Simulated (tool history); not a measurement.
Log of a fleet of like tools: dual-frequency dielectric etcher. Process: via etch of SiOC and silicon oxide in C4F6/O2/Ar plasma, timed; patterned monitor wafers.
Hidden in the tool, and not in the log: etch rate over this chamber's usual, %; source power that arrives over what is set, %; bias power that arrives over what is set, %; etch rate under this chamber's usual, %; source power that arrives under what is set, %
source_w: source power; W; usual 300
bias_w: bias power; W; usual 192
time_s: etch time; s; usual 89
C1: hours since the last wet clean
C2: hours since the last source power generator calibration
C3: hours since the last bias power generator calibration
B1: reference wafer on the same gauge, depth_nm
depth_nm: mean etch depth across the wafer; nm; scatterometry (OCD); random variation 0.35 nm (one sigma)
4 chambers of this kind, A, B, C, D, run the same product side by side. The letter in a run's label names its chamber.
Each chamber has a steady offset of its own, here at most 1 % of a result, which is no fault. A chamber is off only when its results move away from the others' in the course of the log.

run 1B hour=4.8 | source_w=300 bias_w=192 time_s=89 | C1=12.2 C2=1979.7 C3=2523.3 | B1=74.837 | depth_nm=93.025
run 2A hour=7.6 | source_w=300 bias_w=192 time_s=89 | C1=143.6 C2=3017.6 C3=1124.7 | B1=74.786 | depth_nm=92.555
run 3C hour=9.9 | source_w=300 bias_w=192 time_s=89 | C1=420.4 C2=4230.5 C3=650 | B1=74.817 | depth_nm=92.8
run 4D hour=14.6 | source_w=300 bias_w=192 time_s=89 | C1=416.4 C2=2271.2 C3=792.5 | B1=74.816 | depth_nm=92.368
run 5C hour=19.7 | source_w=300 bias_w=192 time_s=89 | C1=430.2 C2=4240.3 C3=659.8 | B1=74.813 | depth_nm=92.457
run 6B hour=22.6 | source_w=300 bias_w=192 time_s=89 | C1=30 C2=1997.5 C3=2541.1 | B1=74.77 | depth_nm=92.779
run 7D hour=25.8 | source_w=300 bias_w=192 time_s=89 | C1=427.6 C2=2282.4 C3=803.7 | B1=74.79 | depth_nm=91.805
run 8A hour=30.5 | source_w=300 bias_w=192 time_s=89 | C1=166.5 C2=3040.5 C3=1147.6 | B1=74.878 | depth_nm=91.957
run 9A hour=32.9 | source_w=300 bias_w=192 time_s=89 | C1=168.9 C2=3042.9 C3=1150 | B1=74.723 | depth_nm=92.598
run 10D hour=35.3 | source_w=300 bias_w=192 time_s=89 | C1=437.1 C2=2291.9 C3=813.2 | B1=74.8 | depth_nm=91.647
run 11B hour=38.9 | source_w=300 bias_w=192 time_s=89 | C1=46.3 C2=2013.8 C3=2557.4 | B1=74.769 | depth_nm=92.341
run 12C hour=43.1 | source_w=300 bias_w=192 time_s=89 | C1=453.6 C2=4263.7 C3=683.2 | B1=74.845 | depth_nm=92.485
run 13D hour=47.7 | source_w=300 bias_w=192 time_s=89 | C1=449.5 C2=2304.3 C3=825.6 | B1=74.803 | depth_nm=92.577
run 14C hour=52.9 | source_w=300 bias_w=160 time_s=109 | C1=463.4 C2=4273.5 C3=693 | B1=74.82 | depth_nm=106.48
run 15B hour=57.3 | source_w=300 bias_w=160 time_s=109 | C1=64.7 C2=2032.2 C3=2575.8 | B1=74.865 | depth_nm=106.59
-- hour=60.8 chamber D: wet clean of the chamber
run 16A hour=62.5 | source_w=300 bias_w=160 time_s=109 | C1=198.5 C2=3072.5 C3=1179.6 | B1=74.777 | depth_nm=106.57
run 17C hour=67.5 | source_w=300 bias_w=160 time_s=109 | C1=478 C2=4288.1 C3=707.6 | B1=74.842 | depth_nm=106.87
run 18B hour=72.7 | source_w=300 bias_w=192 time_s=89 | C1=80.1 C2=2047.6 C3=2591.2 | B1=74.814 | depth_nm=92.39
run 19A hour=76 | source_w=300 bias_w=192 time_s=89 | C1=212 C2=3086 C3=1193.1 | B1=74.825 | depth_nm=92.523
run 20D hour=80 | source_w=300 bias_w=192 time_s=89 | C1=19.2 C2=2336.6 C3=857.9 | B1=74.901 | depth_nm=87.202
run 21B hour=85 | source_w=300 bias_w=192 time_s=89 | C1=92.4 C2=2059.9 C3=2603.5 | B1=74.803 | depth_nm=92.146
run 22C hour=90.2 | source_w=300 bias_w=192 time_s=89 | C1=500.7 C2=4310.8 C3=730.3 | B1=74.89 | depth_nm=92.253
run 23A hour=93.3 | source_w=330 bias_w=192 time_s=101.5 | C1=229.3 C2=3103.3 C3=1210.4 | B1=74.745 | depth_nm=109.81
run 24D hour=97.2 | source_w=330 bias_w=192 time_s=101.5 | C1=36.4 C2=2353.8 C3=875.1 | B1=74.757 | depth_nm=104.06

All 4 chambers run these settings next. Forecast each chamber's results:
run 25A hour=101 | source_w=300 bias_w=192 time_s=101.5 | depth_nm=?
run 25B hour=101 | source_w=300 bias_w=192 time_s=101.5 | depth_nm=?
run 25C hour=101 | source_w=300 bias_w=192 time_s=101.5 | depth_nm=?
run 25D hour=101 | source_w=300 bias_w=192 time_s=101.5 | depth_nm=?

run=25A depth_nm=105.4
run=25B depth_nm=106.17
run=25C depth_nm=105.89
run=25D depth_nm=99.852
